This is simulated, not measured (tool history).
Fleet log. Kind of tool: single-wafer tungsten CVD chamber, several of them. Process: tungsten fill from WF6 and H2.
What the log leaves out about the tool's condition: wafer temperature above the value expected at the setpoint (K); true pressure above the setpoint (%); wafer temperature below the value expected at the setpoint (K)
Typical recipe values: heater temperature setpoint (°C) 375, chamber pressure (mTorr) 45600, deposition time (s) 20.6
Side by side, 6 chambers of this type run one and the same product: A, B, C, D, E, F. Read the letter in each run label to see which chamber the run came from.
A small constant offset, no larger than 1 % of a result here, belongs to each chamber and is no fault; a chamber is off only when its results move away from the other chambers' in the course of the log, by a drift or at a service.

| run | hour | heater temperature setpoint (°C) | chamber pressure (mTorr) | deposition time (s) | hours since the last thermocouple change | hours since the last manometer calibration | read-back reference wafer on the same gauge, thickness_nm | mean film thickness on the monitor wafer (nm) |
|---|---|---|---|---|---|---|---|---|
| 1A | 9.7 | 375 | 45600 | 20.6 | 1099.4 | 587.0 | 51.821 | 44.796 |
| 2E | 14.9 | 375 | 45600 | 20.6 | 23.5 | 726.4 | 51.796 | 44.283 |
| 3D | 25.5 | 375 | 45600 | 20.6 | 43.7 | 1535.1 | 51.837 | 44.734 |
| 4F | 32.5 | 375 | 45600 | 20.6 | 262.4 | 380.9 | 51.766 | 45.014 |
| 5C | 37.8 | 375 | 45600 | 20.6 | 430.1 | 522.9 | 51.767 | 44.986 |
| 6B | 47.9 | 370 | 53200 | 20.6 | 1009.3 | 495.1 | 51.789 | 43.006 |
| 7F | 55.1 | 370 | 53200 | 20.6 | 285.0 | 403.5 | 51.822 | 43.495 |
| 8D | 64.8 | 370 | 53200 | 20.6 | 83.0 | 1574.4 | 51.777 | 43.309 |
| 9E | 74.0 | 370 | 53200 | 20.6 | 82.6 | 785.5 | 51.825 | 42.625 |
| 10A | 79.8 | 370 | 53200 | 20.6 | 1169.5 | 657.1 | 51.828 | 43.270 |
| 11C | 89.1 | 370 | 53200 | 20.6 | 481.4 | 574.2 | 51.802 | 43.375 |
| 12B | 98.6 | 375 | 45600 | 20.6 | 1060.0 | 545.8 | 51.781 | 44.365 |
| 13F | 109.5 | 375 | 45600 | 20.6 | 339.4 | 457.9 | 51.829 | 44.985 |
| 14D | 115.7 | 375 | 45600 | 20.6 | 133.9 | 1625.3 | 51.830 | 44.775 |
| 15B | 126.3 | 363 | 45600 | 20.6 | 1087.7 | 573.5 | 51.791 | 34.585 |
| 16E | 134.7 | 363 | 45600 | 20.6 | 143.3 | 846.2 | 51.791 | 34.243 |
| 17C | 142.1 | 363 | 45600 | 20.6 | 534.4 | 627.2 | 51.774 | 34.660 |
| 18A | 148.4 | 363 | 45600 | 20.6 | 1238.1 | 725.7 | 51.798 | 34.963 |
| 19E | 155.5 | 363 | 45600 | 20.6 | 164.1 | 867.0 | 51.809 | 34.476 |
| 20A | 164.9 | 363 | 45600 | 20.6 | 1254.6 | 742.2 | 51.742 | 34.919 |
| 21F | 175.1 | 365 | 45600 | 23.9 | 405.0 | 523.5 | 51.789 | 42.485 |
| 22C | 180.8 | 365 | 45600 | 23.9 | 573.1 | 665.9 | 51.764 | 42.371 |
| 23D | 187.9 | 365 | 45600 | 23.9 | 206.1 | 1697.5 | 51.801 | 41.878 |
| 24B | 194.5 | 365 | 45600 | 23.9 | 1155.9 | 641.7 | 51.779 | 41.828 |
| 25F | 202.4 | 365 | 45600 | 23.9 | 432.3 | 550.8 | 51.805 | 42.375 |
| 26C | 207.9 | 365 | 45600 | 23.9 | 600.2 | 693.0 | 51.800 | 42.217 |
| 27A | 216.6 | 375 | 45600 | 20.6 | 1306.3 | 793.9 | 51.766 | 46.016 |
| 28D | 224.8 | 375 | 45600 | 20.6 | 243.0 | 1734.4 | 51.763 | 44.655 |
| 29B | 233.2 | 375 | 45600 | 20.6 | 1194.6 | 680.4 | 51.815 | 44.439 |
| 30E | 241.9 | 375 | 45600 | 20.6 | 250.5 | 953.4 | 51.802 | 44.174 |
| 31C | 250.8 | 375 | 45600 | 20.6 | 643.1 | 735.9 | 51.823 | 44.868 |
| 32D | 261.5 | 375 | 45600 | 20.6 | 279.7 | 1771.1 | 51.772 | 44.745 |
| 33A | 272.4 | 375 | 45600 | 20.6 | 1362.1 | 849.7 | 51.814 | 46.128 |
| 34E | 282.2 | 375 | 45600 | 20.6 | 290.8 | 993.7 | 51.759 | 44.414 |
| 35F | 293.5 | 375 | 45600 | 20.6 | 523.4 | 641.9 | 51.802 | 44.744 |
| 36B | 300.5 | 375 | 45600 | 20.6 | 1261.9 | 747.7 | 51.791 | 44.427 |

Does one chamber stand apart from the rest, does the shared gauge drift, or is all well apart from small per-chamber offsets? Give the chamber and the most likely cause, where there is one.

One chamber, A, drifts off from the rest bit by bit.
Likeliest cause: wafer temperature above the value expected at the setpoint (K) = 1.98.
The log may not tell that from: true pressure above the setpoint (%).

Here are 4 candidates for chamber A's next run, each the usual settings with a change, their results left as question marks. Which one brings its results back in line with what the others give on the usual settings?
In-line tolerance around the mean of the other chambers on the usual settings: mean film thickness on the monitor wafer (nm) 0.480
| 37A-1 | 308.9 | 375 | 45600 | 20.9 |  |  |  | ? |
| 37A-2 | 308.9 | 375 | 45600 | 21.4 |  |  |  | ? |
| 37A-3 | 308.9 | 375 | 44600 | 20.0 |  |  |  | ? |
| 37A-4 | 308.9 | 375 | 45600 | 20.3 |  |  |  | ? |

The other chambers' mean on the usual settings: mean film thickness on the monitor wafer (nm) 44.641
| run | mean film thickness on the monitor wafer (nm) |
|---|---|
| 37A-1 | 47.220 |
| 37A-2 | 48.354 |
| 37A-3 | 44.740 |
| 37A-4 | 45.858 |
The right change is 37A-3: it brings the chamber back within the allowed miss of the others.

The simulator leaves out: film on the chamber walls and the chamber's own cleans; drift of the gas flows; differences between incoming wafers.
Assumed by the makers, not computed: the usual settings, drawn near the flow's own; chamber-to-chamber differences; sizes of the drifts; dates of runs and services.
